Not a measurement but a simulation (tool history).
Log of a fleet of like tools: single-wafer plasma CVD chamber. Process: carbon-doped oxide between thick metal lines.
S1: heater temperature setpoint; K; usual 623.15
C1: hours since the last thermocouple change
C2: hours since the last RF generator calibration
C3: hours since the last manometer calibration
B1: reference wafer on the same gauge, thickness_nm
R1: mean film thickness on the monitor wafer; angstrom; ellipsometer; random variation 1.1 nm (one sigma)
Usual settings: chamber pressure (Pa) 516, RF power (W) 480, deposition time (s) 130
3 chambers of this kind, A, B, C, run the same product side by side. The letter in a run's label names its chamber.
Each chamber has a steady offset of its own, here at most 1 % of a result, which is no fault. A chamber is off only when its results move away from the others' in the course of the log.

Run 1C, hour 10.6: usual settings; C1 961.8; C2 495.3; C3 1393.7; B1 561.94. Result: R1 6149.3 angstrom.
At hour 15.5: chamber C: thermocouple changed; heater temperature recalibrated.
Run 2A, hour 20.0: usual settings; C1 1488.1; C2 1622.8; C3 826.6; B1 561.89. Result: R1 6191.0 angstrom.
Run 3B, hour 27.7: usual settings; C1 999.5; C2 912.8; C3 59.1; B1 562.20. Result: R1 6175.9 angstrom.
Run 4B, hour 39.5: usual settings; C1 1011.3; C2 924.6; C3 70.9; B1 562.51. Result: R1 6169.4 angstrom.
Run 5A, hour 51.9: usual settings; C1 1520.0; C2 1654.7; C3 858.5; B1 562.68. Result: R1 6196.6 angstrom.
Run 6C, hour 64.1: usual settings; C1 48.7; C2 548.8; C3 1447.2; B1 562.76. Result: R1 6158.9 angstrom.
Run 7B, hour 77.0: usual settings; C1 1048.8; C2 962.1; C3 108.4; B1 562.75. Result: R1 6184.3 angstrom.
Run 8C, hour 88.0: usual settings; C1 72.6; C2 572.7; C3 1471.1; B1 562.97. Result: R1 6156.6 angstrom.
At hour 90.9: chamber B: RF generator calibrated.
Run 9A, hour 100.1: usual settings; C1 1568.2; C2 1702.9; C3 906.7; B1 563.24. Result: R1 6191.7 angstrom.
Run 10C, hour 108.2: usual settings; C1 92.8; C2 592.9; C3 1491.3; B1 563.02. Result: R1 6162.1 angstrom.
Run 11A, hour 116.0: usual settings; C1 1584.1; C2 1718.8; C3 922.6; B1 563.29. Result: R1 6214.0 angstrom.
Run 12B, hour 125.4: usual settings; C1 1097.2; C2 34.6; C3 156.8; B1 563.28. Result: R1 6214.3 angstrom.
Run 13C, hour 131.1: usual settings but RF power (W) 540, deposition time (s) 143; C1 115.7; C2 615.8; C3 1514.2; B1 563.44. Result: R1 7279.0 angstrom.
Run 14B, hour 143.4: usual settings but RF power (W) 540, deposition time (s) 143; C1 1115.2; C2 52.6; C3 174.8; B1 563.41. Result: R1 7314.3 angstrom.
Run 15A, hour 150.3: usual settings but RF power (W) 540, deposition time (s) 143; C1 1618.4; C2 1753.1; C3 956.9; B1 563.62. Result: R1 7347.7 angstrom.
Run 16A, hour 156.3: usual settings; C1 1624.4; C2 1759.1; C3 962.9; B1 563.94. Result: R1 6201.5 angstrom.
Run 17B, hour 162.9: usual settings; C1 1134.7; C2 72.1; C3 194.3; B1 564.18. Result: R1 6210.8 angstrom.
Run 18C, hour 170.0: usual settings; C1 154.6; C2 654.7; C3 1553.1; B1 564.03. Result: R1 6142.1 angstrom.
At hour 172.5: chamber A: RF generator calibrated.
Run 19C, hour 179.3: usual settings; C1 163.9; C2 664.0; C3 1562.4; B1 564.07. Result: R1 6160.2 angstrom.
Run 20A, hour 187.4: usual settings; C1 1655.5; C2 14.9; C3 994.0; B1 563.99. Result: R1 6221.0 angstrom.
Run 21B, hour 196.0: usual settings; C1 1167.8; C2 105.2; C3 227.4; B1 564.25. Result: R1 6194.5 angstrom.
Run 22C, hour 205.1: usual settings; C1 189.7; C2 689.8; C3 1588.2; B1 564.61. Result: R1 6144.2 angstrom.
Run 23A, hour 216.3: usual settings; C1 1684.4; C2 43.8; C3 1022.9; B1 564.29. Result: R1 6214.7 angstrom.
Run 24B, hour 227.5: usual settings; C1 1199.3; C2 136.7; C3 258.9; B1 564.53. Result: R1 6197.5 angstrom.
Run 25B, hour 233.2: usual settings; C1 1205.0; C2 142.4; C3 264.6; B1 564.44. Result: R1 6226.2 angstrom.
Run 26A, hour 239.4: usual settings; C1 1707.5; C2 66.9; C3 1046.0; B1 564.77. Result: R1 6195.0 angstrom.
Run 27C, hour 250.2: usual settings but RF power (W) 570, deposition time (s) 118; C1 234.8; C2 734.9; C3 1633.3; B1 564.97. Result: R1 6206.9 angstrom.
Run 28C, hour 259.1: usual settings but RF power (W) 570, deposition time (s) 118; C1 243.7; C2 743.8; C3 1642.2; B1 564.60. Result: R1 6214.2 angstrom.
Run 29A, hour 270.7: usual settings but RF power (W) 570, deposition time (s) 118; C1 1738.8; C2 98.2; C3 1077.3; B1 564.81. Result: R1 6295.8 angstrom.
Run 30B, hour 277.4: usual settings; C1 1249.2; C2 186.6; C3 308.8; B1 564.77. Result: R1 6201.1 angstrom.
Run 31B, hour 288.7: usual settings; C1 1260.5; C2 197.9; C3 320.1; B1 565.18. Result: R1 6211.4 angstrom.
Run 32A, hour 296.1: usual settings but RF power (W) 565; C1 1764.2; C2 123.6; C3 1102.7; B1 565.06. Result: R1 6871.8 angstrom.
Run 33C, hour 303.0: usual settings but RF power (W) 565; C1 287.6; C2 787.7; C3 1686.1; B1 565.70. Result: R1 6825.8 angstrom.
Run 34B, hour 309.4: usual settings but RF power (W) 565; C1 1281.2; C2 218.6; C3 340.8; B1 565.44. Result: R1 6866.2 angstrom.
Run 35A, hour 318.9: usual settings; C1 1787.0; C2 146.4; C3 1125.5; B1 565.67. Result: R1 6233.2 angstrom.
Run 36C, hour 325.6: usual settings; C1 310.2; C2 810.3; C3 1708.7; B1 565.85. Result: R1 6181.4 angstrom.
Run 37A, hour 334.2: usual settings; C1 1802.3; C2 161.7; C3 1140.8; B1 565.91. Result: R1 6227.5 angstrom.
Run 38B, hour 345.4: usual settings; C1 1317.2; C2 254.6; C3 376.8; B1 565.89. Result: R1 6230.1 angstrom.
Run 39C, hour 351.3: usual settings; C1 335.9; C2 836.0; C3 1734.4; B1 565.80. Result: R1 6169.1 angstrom.

What goes on in this fleet: one chamber off, a drifting gauge, or nothing beyond the chambers' own small offsets? Name the chamber and the cause, if any.

The gauge drifts, so all chambers seem to drift together. No chamber is off.
Cause: gauge reads high (%) = 0.717.
